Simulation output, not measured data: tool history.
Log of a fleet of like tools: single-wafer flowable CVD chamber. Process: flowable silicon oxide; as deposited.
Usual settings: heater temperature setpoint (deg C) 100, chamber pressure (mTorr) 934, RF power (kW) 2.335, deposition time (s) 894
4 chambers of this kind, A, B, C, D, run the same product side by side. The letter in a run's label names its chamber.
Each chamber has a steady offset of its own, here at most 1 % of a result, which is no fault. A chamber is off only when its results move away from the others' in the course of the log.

run,day,heater temperature setpoint (deg C),chamber pressure (mTorr),RF power (kW),deposition time (s),hours since the last thermocouple change,hours since the last RF generator calibration,hours since the last manometer calibration,"read-back reference wafer on the same gauge, thickness_nm",mean film thickness on the monitor wafer (Å)
1D,0.162,100,934,2.335,894,86.6,1009.4,918.7,589.97,6803.1
2B,0.404,100,934,2.335,894,1136.3,776.6,1281.8,589.79,6797.7
3A,0.650,100,934,2.335,894,2921.5,538.4,1748.8,589.58,6744.6
4C,0.783,100,934,2.335,894,716.1,161.2,1614.8,589.56,6781.4
5C,1.012,100,934,2.335,894,721.6,166.7,1620.3,589.51,6768.2
6D,1.179,100,934,2.335,894,111.0,1033.8,943.1,589.53,6800.8
7A,1.296,100,934,2.335,894,2937.0,553.9,1764.3,589.14,6742.7
8B,1.538,100,934,2.335,894,1163.5,803.8,1309.0,589.28,6791.8
9D,1.796,100,934,2.335,894,125.8,1048.6,957.9,589.03,6790.8
10A,2.012,100,934,2.165,1047,2954.2,571.1,1781.5,588.81,7773.0
11C,2.221,100,934,2.165,1047,750.6,195.7,1649.3,588.78,7829.2
12B,2.442,100,934,2.165,1047,1185.2,825.5,1330.7,588.42,7861.6
13D,2.579,100,934,2.165,1047,144.6,1067.4,976.7,588.66,7872.3
14A,2.775,100,934,2.335,894,2972.5,589.4,1799.8,588.36,6722.8
15C,3.012,100,934,2.335,894,769.6,214.7,1668.3,588.47,6760.8
# day 3.058: chamber A: thermocouple changed; heater temperature recalibrated
16B,3.233,100,934,2.335,894,1204.2,844.5,1349.7,588.15,6778.3
17B,3.400,100,934,2.335,745,1208.2,848.5,1353.7,588.10,5650.4
18D,3.562,100,934,2.335,745,168.2,1091.0,1000.3,587.84,5659.6
19A,3.679,100,934,2.335,745,14.9,611.1,1821.5,587.72,5579.8
20C,3.929,100,934,2.335,745,791.6,236.7,1690.3,587.59,5633.8
21C,4.071,88,934,1.995,894,795.0,240.1,1693.7,587.53,9696.1
22B,4.329,88,934,1.995,894,1230.5,870.8,1376.0,587.36,9686.7
23A,4.571,88,934,1.995,894,36.3,632.5,1842.9,587.35,9600.4
24D,4.712,88,934,1.995,894,195.8,1118.6,1027.9,587.21,9757.2
25C,4.933,100,934,2.335,894,815.7,260.8,1714.4,586.99,6750.0
26D,5.158,100,934,2.335,894,206.5,1129.3,1038.6,586.75,6778.0
27A,5.308,100,934,2.335,894,54.0,650.2,1860.6,586.64,6710.5
28B,5.558,100,934,2.335,894,1260.0,900.3,1405.5,586.76,6766.2
29C,5.688,100,934,2.335,894,833.8,278.9,1732.5,586.82,6751.4
30D,5.846,100,1096,2.335,976,223.0,1145.8,1055.1,586.68,8924.0

All 4 chambers run these settings next. Forecast each chamber's results:
31A,6.033,100,934,2.335,1002,,,,,?
31B,6.033,100,934,2.335,1002,,,,,?
31C,6.033,100,934,2.335,1002,,,,,?
31D,6.033,100,934,2.335,1002,,,,,?

run,mean film thickness on the monitor wafer (Å)
31A,7510.7
31B,7573.9
31C,7565.5
31D,7584.8

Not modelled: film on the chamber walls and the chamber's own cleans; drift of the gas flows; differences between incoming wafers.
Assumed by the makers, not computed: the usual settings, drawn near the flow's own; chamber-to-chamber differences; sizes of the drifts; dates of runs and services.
